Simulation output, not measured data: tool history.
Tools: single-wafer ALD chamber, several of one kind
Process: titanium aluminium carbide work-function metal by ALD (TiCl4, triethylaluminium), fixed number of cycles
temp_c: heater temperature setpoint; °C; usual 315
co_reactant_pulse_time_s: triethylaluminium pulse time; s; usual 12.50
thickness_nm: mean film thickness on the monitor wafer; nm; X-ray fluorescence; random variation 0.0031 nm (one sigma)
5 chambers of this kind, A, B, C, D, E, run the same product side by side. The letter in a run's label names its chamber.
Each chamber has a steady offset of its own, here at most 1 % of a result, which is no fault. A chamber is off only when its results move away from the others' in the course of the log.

run     day  temp_c  co_reactant_pulse_time_s  read-back reference wafer on the same gauge, thickness_nm  thickness_nm
 1C   0.454     315                     12.50                                                     2.5098        2.1895
 2E   0.921     315                     12.50                                                     2.5105        2.1887
      0.975  -- chamber C: triethylaluminium bottle replaced
 3B   1.304     315                     12.50                                                     2.5110        2.1849
      1.308  -- chamber B: triethylaluminium bottle replaced
 4D   1.812     315                     12.50                                                     2.5111        2.1931
 5A   2.221     315                     12.50                                                     2.5117        2.1761
 6C   2.850     315                     12.50                                                     2.5132        2.1877
 7A   3.354     302                     10.72                                                     2.5119        2.0317
 8B   3.729     302                     10.72                                                     2.5128        2.0539
 9D   4.325     302                     10.72                                                     2.5138        2.0513
10E   4.950     302                     10.72                                                     2.5130        2.0486
11E   5.317     302                     10.72                                                     2.5149        2.0470
12C   5.704     315                     12.50                                                     2.5141        2.1886
13B   6.192     315                     12.50                                                     2.5157        2.1951
14A   6.779     301                      9.86                                                     2.5158        2.0080
      7.146  -- chamber A: thermocouple changed; heater temperature recalibrated
15D   7.267     301                      9.86                                                     2.5158        2.0324
16B   7.838     301                      9.86                                                     2.5159        2.0205
17C   8.271     301                      9.86                                                     2.5165        2.0260
18A   8.696     301                      9.86                                                     2.5179        2.0092
19D   9.062     315                     12.50                                                     2.5172        2.2011
20E   9.579     315                     12.50                                                     2.5184        2.1970
21B   9.975     315                     12.50                                                     2.5173        2.1918
22C  10.312     315                     12.50                                                     2.5179        2.1980
23D  10.621     328                     12.50                                                     2.5185        2.3178
24A  11.154     328                     12.50                                                     2.5184        2.2972
     11.488  -- chamber D: thermocouple changed; heater temperature recalibrated
25E  11.588     328                     12.50                                                     2.5190        2.3110
26C  12.179     328                     12.50                                                     2.5196        2.3128
27B  12.646     328                     12.50                                                     2.5203        2.3113
28D  13.054     315                     12.50                                                     2.5203        2.1998
29E  13.683     315                     12.50                                                     2.5217        2.2030
30A  14.233     315                     12.50                                                     2.5220        2.1800
31B  14.871     315                     12.50                                                     2.5214        2.1998
32A  15.421     315                     16.89                                                     2.5231        2.2003
33D  15.721     315                     16.89                                                     2.5215        2.2238
34C  16.296     315                     16.89                                                     2.5232        2.2174
35E  16.825     315                     16.89                                                     2.5245        2.2308
36D  17.433     315                     16.89                                                     2.5238        2.2285
37B  17.742     315                     12.50                                                     2.5258        2.1998

Is one chamber off against the others, does the gauge drift, or is nothing wrong? If a chamber is off, say which, and what the likeliest cause is.

The gauge drifts, so all chambers seem to drift together. No chamber is off.
Cause: gauge reads high (%) = 0.588.

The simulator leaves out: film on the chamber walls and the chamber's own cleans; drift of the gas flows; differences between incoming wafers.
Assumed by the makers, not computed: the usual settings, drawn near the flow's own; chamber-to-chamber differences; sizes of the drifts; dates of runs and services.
